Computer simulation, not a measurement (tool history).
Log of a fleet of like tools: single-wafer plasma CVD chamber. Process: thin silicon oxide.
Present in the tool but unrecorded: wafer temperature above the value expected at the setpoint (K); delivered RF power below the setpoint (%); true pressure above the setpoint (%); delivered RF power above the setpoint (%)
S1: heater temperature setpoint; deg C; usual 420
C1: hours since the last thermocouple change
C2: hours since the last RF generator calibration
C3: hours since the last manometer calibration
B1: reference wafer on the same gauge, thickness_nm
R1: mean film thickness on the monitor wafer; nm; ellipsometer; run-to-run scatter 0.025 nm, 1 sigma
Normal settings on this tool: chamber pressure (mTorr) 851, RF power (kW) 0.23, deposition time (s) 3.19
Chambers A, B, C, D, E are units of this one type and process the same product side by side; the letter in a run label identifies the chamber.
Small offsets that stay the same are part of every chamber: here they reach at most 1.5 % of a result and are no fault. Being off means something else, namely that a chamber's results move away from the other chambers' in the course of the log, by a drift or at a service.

run 1D hour=7.1 | S1=420 chamber_pressure_(mTorr)=851 RF_power_(kW)=0.23 deposition_time_(s)=3.19 | C1=836.9 C2=1120.6 C3=1550.8 | B1=5.3068 | R1=5.4257
run 2B hour=14.1 | S1=420 chamber_pressure_(mTorr)=851 RF_power_(kW)=0.23 deposition_time_(s)=3.19 | C1=367.8 C2=1733.1 C3=577.7 | B1=5.3155 | R1=5.4315
run 3C hour=24 | S1=420 chamber_pressure_(mTorr)=851 RF_power_(kW)=0.23 deposition_time_(s)=3.19 | C1=419.9 C2=870.6 C3=1202.1 | B1=5.309 | R1=5.4728
run 4A hour=37.6 | S1=420 chamber_pressure_(mTorr)=851 RF_power_(kW)=0.23 deposition_time_(s)=3.19 | C1=852.1 C2=98.3 C3=691.9 | B1=5.304 | R1=5.4815
run 5E hour=47.1 | S1=420 chamber_pressure_(mTorr)=851 RF_power_(kW)=0.23 deposition_time_(s)=3.19 | C1=264.6 C2=398.7 C3=988.6 | B1=5.307 | R1=5.4861
run 6C hour=54.6 | S1=420 chamber_pressure_(mTorr)=851 RF_power_(kW)=0.23 deposition_time_(s)=3.19 | C1=450.5 C2=901.2 C3=1232.7 | B1=5.3101 | R1=5.468
run 7B hour=64.6 | S1=420 chamber_pressure_(mTorr)=851 RF_power_(kW)=0.23 deposition_time_(s)=3.19 | C1=418.3 C2=1783.6 C3=628.2 | B1=5.3099 | R1=5.4446
run 8E hour=74.1 | S1=420 chamber_pressure_(mTorr)=851 RF_power_(kW)=0.23 deposition_time_(s)=3.19 | C1=291.6 C2=425.7 C3=1015.6 | B1=5.3102 | R1=5.4721
run 9D hour=81.6 | S1=420 chamber_pressure_(mTorr)=851 RF_power_(kW)=0.23 deposition_time_(s)=3.19 | C1=911.4 C2=1195.1 C3=1625.3 | B1=5.3151 | R1=5.4054
run 10A hour=93.4 | S1=420 chamber_pressure_(mTorr)=851 RF_power_(kW)=0.23 deposition_time_(s)=3.19 | C1=907.9 C2=154.1 C3=747.7 | B1=5.3113 | R1=5.477
run 11E hour=104 | S1=420 chamber_pressure_(mTorr)=966 RF_power_(kW)=0.23 deposition_time_(s)=3.19 | C1=321.5 C2=455.6 C3=1045.5 | B1=5.3111 | R1=6.1181
run 12B hour=114.7 | S1=420 chamber_pressure_(mTorr)=966 RF_power_(kW)=0.23 deposition_time_(s)=3.19 | C1=468.4 C2=1833.7 C3=678.3 | B1=5.3199 | R1=6.0276
run 13C hour=128.9 | S1=420 chamber_pressure_(mTorr)=966 RF_power_(kW)=0.23 deposition_time_(s)=3.19 | C1=524.8 C2=975.5 C3=1307 | B1=5.3073 | R1=6.0338
run 14D hour=141.2 | S1=420 chamber_pressure_(mTorr)=966 RF_power_(kW)=0.23 deposition_time_(s)=3.19 | C1=971 C2=1254.7 C3=1684.9 | B1=5.3116 | R1=6.0357
run 15A hour=156.3 | S1=420 chamber_pressure_(mTorr)=966 RF_power_(kW)=0.23 deposition_time_(s)=3.19 | C1=970.8 C2=217 C3=810.6 | B1=5.3124 | R1=6.1237
run 16B hour=168.1 | S1=420 chamber_pressure_(mTorr)=851 RF_power_(kW)=0.23 deposition_time_(s)=3.19 | C1=521.8 C2=1887.1 C3=731.7 | B1=5.3099 | R1=5.3752
run 17D hour=182 | S1=420 chamber_pressure_(mTorr)=851 RF_power_(kW)=0.23 deposition_time_(s)=3.19 | C1=1011.8 C2=1295.5 C3=1725.7 | B1=5.3087 | R1=5.3966
run 18A hour=192.5 | S1=420 chamber_pressure_(mTorr)=851 RF_power_(kW)=0.23 deposition_time_(s)=3.19 | C1=1007 C2=253.2 C3=846.8 | B1=5.3128 | R1=5.5678
run 19C hour=201 | S1=420 chamber_pressure_(mTorr)=851 RF_power_(kW)=0.23 deposition_time_(s)=3.19 | C1=596.9 C2=1047.6 C3=1379.1 | B1=5.3101 | R1=5.4404
run 20E hour=211.2 | S1=420 chamber_pressure_(mTorr)=851 RF_power_(kW)=0.23 deposition_time_(s)=3.19 | C1=428.7 C2=562.8 C3=1152.7 | B1=5.3119 | R1=5.5361
run 21B hour=220.8 | S1=420 chamber_pressure_(mTorr)=851 RF_power_(kW)=0.23 deposition_time_(s)=3.19 | C1=574.5 C2=1939.8 C3=784.4 | B1=5.313 | R1=5.3898
run 22E hour=232.2 | S1=420 chamber_pressure_(mTorr)=851 RF_power_(kW)=0.23 deposition_time_(s)=3.19 | C1=449.7 C2=583.8 C3=1173.7 | B1=5.3075 | R1=5.4986
run 23A hour=243.5 | S1=420 chamber_pressure_(mTorr)=851 RF_power_(kW)=0.23 deposition_time_(s)=3.19 | C1=1058 C2=304.2 C3=897.8 | B1=5.3052 | R1=5.6184
run 24C hour=252.3 | S1=420 chamber_pressure_(mTorr)=851 RF_power_(kW)=0.23 deposition_time_(s)=3.19 | C1=648.2 C2=1098.9 C3=1430.4 | B1=5.3092 | R1=5.4439
run 25D hour=259.3 | S1=420 chamber_pressure_(mTorr)=851 RF_power_(kW)=0.23 deposition_time_(s)=3.19 | C1=1089.1 C2=1372.8 C3=1803 | B1=5.3171 | R1=5.4016
run 26E hour=271.7 | S1=420 chamber_pressure_(mTorr)=851 RF_power_(kW)=0.23 deposition_time_(s)=3.19 | C1=489.2 C2=623.3 C3=1213.2 | B1=5.3053 | R1=5.5015
run 27D hour=284.9 | S1=420 chamber_pressure_(mTorr)=851 RF_power_(kW)=0.23 deposition_time_(s)=3.19 | C1=1114.7 C2=1398.4 C3=1828.6 | B1=5.3067 | R1=5.4381
run 28B hour=297.1 | S1=420 chamber_pressure_(mTorr)=851 RF_power_(kW)=0.23 deposition_time_(s)=3.19 | C1=650.8 C2=2016.1 C3=860.7 | B1=5.3128 | R1=5.3741
run 29C hour=309.2 | S1=420 chamber_pressure_(mTorr)=851 RF_power_(kW)=0.23 deposition_time_(s)=3.19 | C1=705.1 C2=1155.8 C3=1487.3 | B1=5.3042 | R1=5.4149
run 30A hour=321.6 | S1=420 chamber_pressure_(mTorr)=851 RF_power_(kW)=0.23 deposition_time_(s)=3.19 | C1=1136.1 C2=382.3 C3=975.9 | B1=5.3107 | R1=5.6236
run 31B hour=329.6 | S1=420 chamber_pressure_(mTorr)=967 RF_power_(kW)=0.21 deposition_time_(s)=3.19 | C1=683.3 C2=2048.6 C3=893.2 | B1=5.3139 | R1=5.7821
run 32A hour=340.6 | S1=420 chamber_pressure_(mTorr)=967 RF_power_(kW)=0.21 deposition_time_(s)=3.19 | C1=1155.1 C2=401.3 C3=994.9 | B1=5.313 | R1=6.039
run 33C hour=350.3 | S1=420 chamber_pressure_(mTorr)=967 RF_power_(kW)=0.21 deposition_time_(s)=3.19 | C1=746.2 C2=1196.9 C3=1528.4 | B1=5.3092 | R1=5.7737
run 34D hour=364.1 | S1=420 chamber_pressure_(mTorr)=967 RF_power_(kW)=0.21 deposition_time_(s)=3.19 | C1=1193.9 C2=1477.6 C3=1907.8 | B1=5.3041 | R1=5.7834
-- hour=365.5 chamber A: thermocouple changed; heater temperature recalibrated
run 35E hour=376.8 | S1=420 chamber_pressure_(mTorr)=967 RF_power_(kW)=0.21 deposition_time_(s)=3.19 | C1=594.3 C2=728.4 C3=1318.3 | B1=5.3133 | R1=5.8581
run 36C hour=387.3 | S1=420 chamber_pressure_(mTorr)=851 RF_power_(kW)=0.23 deposition_time_(s)=3.19 | C1=783.2 C2=1233.9 C3=1565.4 | B1=5.3074 | R1=5.4008
run 37D hour=398.3 | S1=420 chamber_pressure_(mTorr)=851 RF_power_(kW)=0.23 deposition_time_(s)=3.19 | C1=1228.1 C2=1511.8 C3=1942 | B1=5.3145 | R1=5.3897
run 38B hour=409.2 | S1=420 chamber_pressure_(mTorr)=851 RF_power_(kW)=0.23 deposition_time_(s)=3.19 | C1=762.9 C2=2128.2 C3=972.8 | B1=5.3098 | R1=5.3921
run 39A hour=422.9 | S1=420 chamber_pressure_(mTorr)=851 RF_power_(kW)=0.23 deposition_time_(s)=3.19 | C1=57.4 C2=483.6 C3=1077.2 | B1=5.3076 | R1=5.7471
run 40E hour=431.8 | S1=420 chamber_pressure_(mTorr)=851 RF_power_(kW)=0.23 deposition_time_(s)=3.19 | C1=649.3 C2=783.4 C3=1373.3 | B1=5.3064 | R1=5.4613
run 41B hour=443.1 | S1=420 chamber_pressure_(mTorr)=851 RF_power_(kW)=0.23 deposition_time_(s)=3.19 | C1=796.8 C2=2162.1 C3=1006.7 | B1=5.3164 | R1=5.3725
run 42A hour=454.3 | S1=420 chamber_pressure_(mTorr)=851 RF_power_(kW)=0.23 deposition_time_(s)=3.19 | C1=88.8 C2=515 C3=1108.6 | B1=5.3085 | R1=5.7779

Predict what each chamber gives when all 5 of them run the settings below next.
run 43A hour=465.1 | S1=420 chamber_pressure_(mTorr)=851 RF_power_(kW)=0.23 deposition_time_(s)=3.19 | R1=?
run 43B hour=465.1 | S1=420 chamber_pressure_(mTorr)=851 RF_power_(kW)=0.23 deposition_time_(s)=3.19 | R1=?
run 43C hour=465.1 | S1=420 chamber_pressure_(mTorr)=851 RF_power_(kW)=0.23 deposition_time_(s)=3.19 | R1=?
run 43D hour=465.1 | S1=420 chamber_pressure_(mTorr)=851 RF_power_(kW)=0.23 deposition_time_(s)=3.19 | R1=?
run 43E hour=465.1 | S1=420 chamber_pressure_(mTorr)=851 RF_power_(kW)=0.23 deposition_time_(s)=3.19 | R1=?

run=43A R1=5.7681
run=43B R1=5.4272
run=43C R1=5.4344
run=43D R1=5.3916
run=43E R1=5.4954
